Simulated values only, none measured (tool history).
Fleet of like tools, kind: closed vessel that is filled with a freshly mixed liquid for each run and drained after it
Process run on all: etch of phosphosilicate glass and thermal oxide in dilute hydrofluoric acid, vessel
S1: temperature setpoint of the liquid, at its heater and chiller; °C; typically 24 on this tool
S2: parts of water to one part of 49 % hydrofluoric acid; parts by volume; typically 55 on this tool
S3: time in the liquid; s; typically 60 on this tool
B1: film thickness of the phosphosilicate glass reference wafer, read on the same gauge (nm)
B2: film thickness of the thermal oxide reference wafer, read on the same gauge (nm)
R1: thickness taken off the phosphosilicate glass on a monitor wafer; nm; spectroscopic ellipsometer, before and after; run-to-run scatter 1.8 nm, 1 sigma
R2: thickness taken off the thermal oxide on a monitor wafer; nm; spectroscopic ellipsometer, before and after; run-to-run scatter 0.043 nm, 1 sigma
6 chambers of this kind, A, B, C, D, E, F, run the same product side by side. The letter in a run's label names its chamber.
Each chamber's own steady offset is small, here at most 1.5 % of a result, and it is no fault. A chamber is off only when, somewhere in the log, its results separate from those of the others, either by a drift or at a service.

{"run": "1D", "day": 0.375, "S1": 24, "S2": 55, "S3": 60, "B1": 130, "B2": 100.01, "R1": 209.74, "R2": 5.3884}
{"run": "2C", "day": 0.779, "S1": 24, "S2": 55, "S3": 60, "B1": 130.01, "B2": 100.01, "R1": 213.54, "R2": 5.3525}
{"day": 0.896, "done": "chamber D: thermometer replaced"}
{"run": "3A", "day": 1.062, "S1": 24, "S2": 55, "S3": 60, "B1": 130.01, "B2": 99.998, "R1": 208.63, "R2": 5.3633}
{"run": "4F", "day": 1.55, "S1": 24, "S2": 55, "S3": 60, "B1": 130, "B2": 99.999, "R1": 211.58, "R2": 5.3314}
{"day": 1.683, "done": "chamber B: thermometer replaced"}
{"run": "5E", "day": 1.875, "S1": 24, "S2": 55, "S3": 60, "B1": 130, "B2": 100, "R1": 210.28, "R2": 5.3213}
{"run": "6B", "day": 2.188, "S1": 24, "S2": 65, "S3": 60, "B1": 130, "B2": 100.02, "R1": 172.3, "R2": 4.4467}
{"run": "7B", "day": 2.508, "S1": 24, "S2": 65, "S3": 60, "B1": 130, "B2": 100.02, "R1": 174.5, "R2": 4.4517}
{"run": "8E", "day": 2.771, "S1": 24, "S2": 65, "S3": 60, "B1": 130.01, "B2": 100.05, "R1": 174.87, "R2": 4.5107}
{"run": "9C", "day": 3.217, "S1": 24, "S2": 65, "S3": 60, "B1": 130, "B2": 100.01, "R1": 175.41, "R2": 4.4863}
{"run": "10D", "day": 3.638, "S1": 24, "S2": 65, "S3": 60, "B1": 130, "B2": 100.01, "R1": 175.27, "R2": 4.4913}
{"run": "11F", "day": 4.117, "S1": 24, "S2": 65, "S3": 60, "B1": 130, "B2": 99.985, "R1": 177.09, "R2": 4.4485}
{"run": "12A", "day": 4.633, "S1": 24, "S2": 55, "S3": 60, "B1": 129.99, "B2": 99.986, "R1": 211.65, "R2": 5.437}
{"run": "13A", "day": 4.925, "S1": 24, "S2": 55, "S3": 60, "B1": 130.01, "B2": 99.993, "R1": 213.21, "R2": 5.3465}
{"run": "14E", "day": 5.283, "S1": 24, "S2": 55, "S3": 60, "B1": 130, "B2": 100, "R1": 208.2, "R2": 5.4207}
{"run": "15B", "day": 5.725, "S1": 24, "S2": 55, "S3": 60, "B1": 130.01, "B2": 100.02, "R1": 209.22, "R2": 5.2324}
{"run": "16F", "day": 6.067, "S1": 24, "S2": 55, "S3": 60, "B1": 130, "B2": 99.993, "R1": 212.48, "R2": 5.4248}
{"day": 6.221, "done": "chamber F: hydrofluoric acid flow meter replaced"}
{"run": "17D", "day": 6.546, "S1": 24, "S2": 55, "S3": 60, "B1": 130, "B2": 100.01, "R1": 212.22, "R2": 5.3276}
{"run": "18C", "day": 6.912, "S1": 24, "S2": 55, "S3": 60, "B1": 129.99, "B2": 99.999, "R1": 212.63, "R2": 5.3517}
{"run": "19C", "day": 7.288, "S1": 24, "S2": 55, "S3": 60, "B1": 129.98, "B2": 99.987, "R1": 212.81, "R2": 5.3955}
{"day": 7.562, "done": "chamber C: hydrofluoric acid flow meter replaced"}
{"run": "20F", "day": 7.708, "S1": 24, "S2": 55, "S3": 60, "B1": 129.99, "B2": 100.02, "R1": 209.63, "R2": 5.3695}
{"run": "21B", "day": 8.262, "S1": 24, "S2": 55, "S3": 60, "B1": 130, "B2": 100.02, "R1": 208.56, "R2": 5.2225}
{"run": "22E", "day": 8.529, "S1": 24, "S2": 55, "S3": 60, "B1": 130.01, "B2": 100.03, "R1": 212.32, "R2": 5.3142}
{"run": "23D", "day": 9.004, "S1": 24, "S2": 55, "S3": 60, "B1": 130, "B2": 99.967, "R1": 207.85, "R2": 5.3114}
{"run": "24A", "day": 9.454, "S1": 24, "S2": 55, "S3": 60, "B1": 130.02, "B2": 100.03, "R1": 209.5, "R2": 5.3651}
{"run": "25F", "day": 9.962, "S1": 24, "S2": 55, "S3": 60, "B1": 130.01, "B2": 99.978, "R1": 213.24, "R2": 5.2813}
{"run": "26C", "day": 10.488, "S1": 24, "S2": 55, "S3": 60, "B1": 130, "B2": 99.996, "R1": 212.76, "R2": 5.3733}
{"run": "27D", "day": 11.058, "S1": 24, "S2": 55, "S3": 60, "B1": 130.01, "B2": 99.952, "R1": 210.34, "R2": 5.4169}
{"day": 11.288, "done": "chamber C: thermometer replaced"}
{"run": "28E", "day": 11.4, "S1": 24, "S2": 55, "S3": 60, "B1": 129.98, "B2": 100.01, "R1": 205.73, "R2": 5.3819}
{"run": "29B", "day": 11.8, "S1": 24, "S2": 55, "S3": 60, "B1": 130, "B2": 99.99, "R1": 207.65, "R2": 5.3384}
{"run": "30A", "day": 12.212, "S1": 24, "S2": 55, "S3": 60, "B1": 129.99, "B2": 99.999, "R1": 208.67, "R2": 5.4553}
{"day": 12.521, "done": "chamber D: hydrofluoric acid flow meter replaced"}
{"run": "31D", "day": 12.788, "S1": 21, "S2": 65, "S3": 60, "B1": 129.99, "B2": 100.03, "R1": 153.79, "R2": 3.9801}
{"run": "32B", "day": 13.075, "S1": 21, "S2": 65, "S3": 60, "B1": 129.99, "B2": 100.03, "R1": 153.45, "R2": 3.9027}
{"run": "33E", "day": 13.346, "S1": 21, "S2": 65, "S3": 60, "B1": 130, "B2": 99.981, "R1": 155.62, "R2": 4.0051}
{"run": "34C", "day": 13.738, "S1": 21, "S2": 65, "S3": 60, "B1": 129.97, "B2": 99.971, "R1": 154.76, "R2": 3.9339}
{"run": "35A", "day": 14.138, "S1": 21, "S2": 65, "S3": 60, "B1": 130, "B2": 99.971, "R1": 157.88, "R2": 3.9289}
{"run": "36F", "day": 14.633, "S1": 21, "S2": 65, "S3": 60, "B1": 129.97, "B2": 99.984, "R1": 159.22, "R2": 3.9866}
{"run": "37B", "day": 15.2, "S1": 24, "S2": 55, "S3": 60, "B1": 130, "B2": 100, "R1": 209.3, "R2": 5.3718}
{"run": "38C", "day": 15.579, "S1": 24, "S2": 55, "S3": 60, "B1": 130, "B2": 99.997, "R1": 208.81, "R2": 5.3758}
{"run": "39D", "day": 16.154, "S1": 24, "S2": 55, "S3": 60, "B1": 130.01, "B2": 99.99, "R1": 210.43, "R2": 5.3949}
{"day": 16.354, "done": "chamber F: thermometer replaced"}
{"run": "40A", "day": 16.45, "S1": 24, "S2": 55, "S3": 60, "B1": 130, "B2": 99.996, "R1": 212.88, "R2": 5.3453}
{"run": "41F", "day": 17.012, "S1": 24, "S2": 55, "S3": 60, "B1": 130, "B2": 99.968, "R1": 211.98, "R2": 5.3092}
{"run": "42E", "day": 17.496, "S1": 24, "S2": 55, "S3": 60, "B1": 130, "B2": 100, "R1": 208.13, "R2": 5.3853}
{"run": "43E", "day": 17.821, "S1": 24, "S2": 55, "S3": 60, "B1": 129.97, "B2": 100.04, "R1": 209.18, "R2": 5.371}
{"run": "44C", "day": 18.246, "S1": 24, "S2": 25, "S3": 60, "B1": 129.97, "B2": 99.956, "R1": 494.47, "R2": 12.357}

Has any chamber moved away from the others, gradually or after a service, or does the common gauge drift, or do the chambers differ only by their own small steady offsets? State the chamber and the most likely cause if one applies.

Nothing is wrong: each chamber keeps only its own small, steady offset and the gauge holds still.

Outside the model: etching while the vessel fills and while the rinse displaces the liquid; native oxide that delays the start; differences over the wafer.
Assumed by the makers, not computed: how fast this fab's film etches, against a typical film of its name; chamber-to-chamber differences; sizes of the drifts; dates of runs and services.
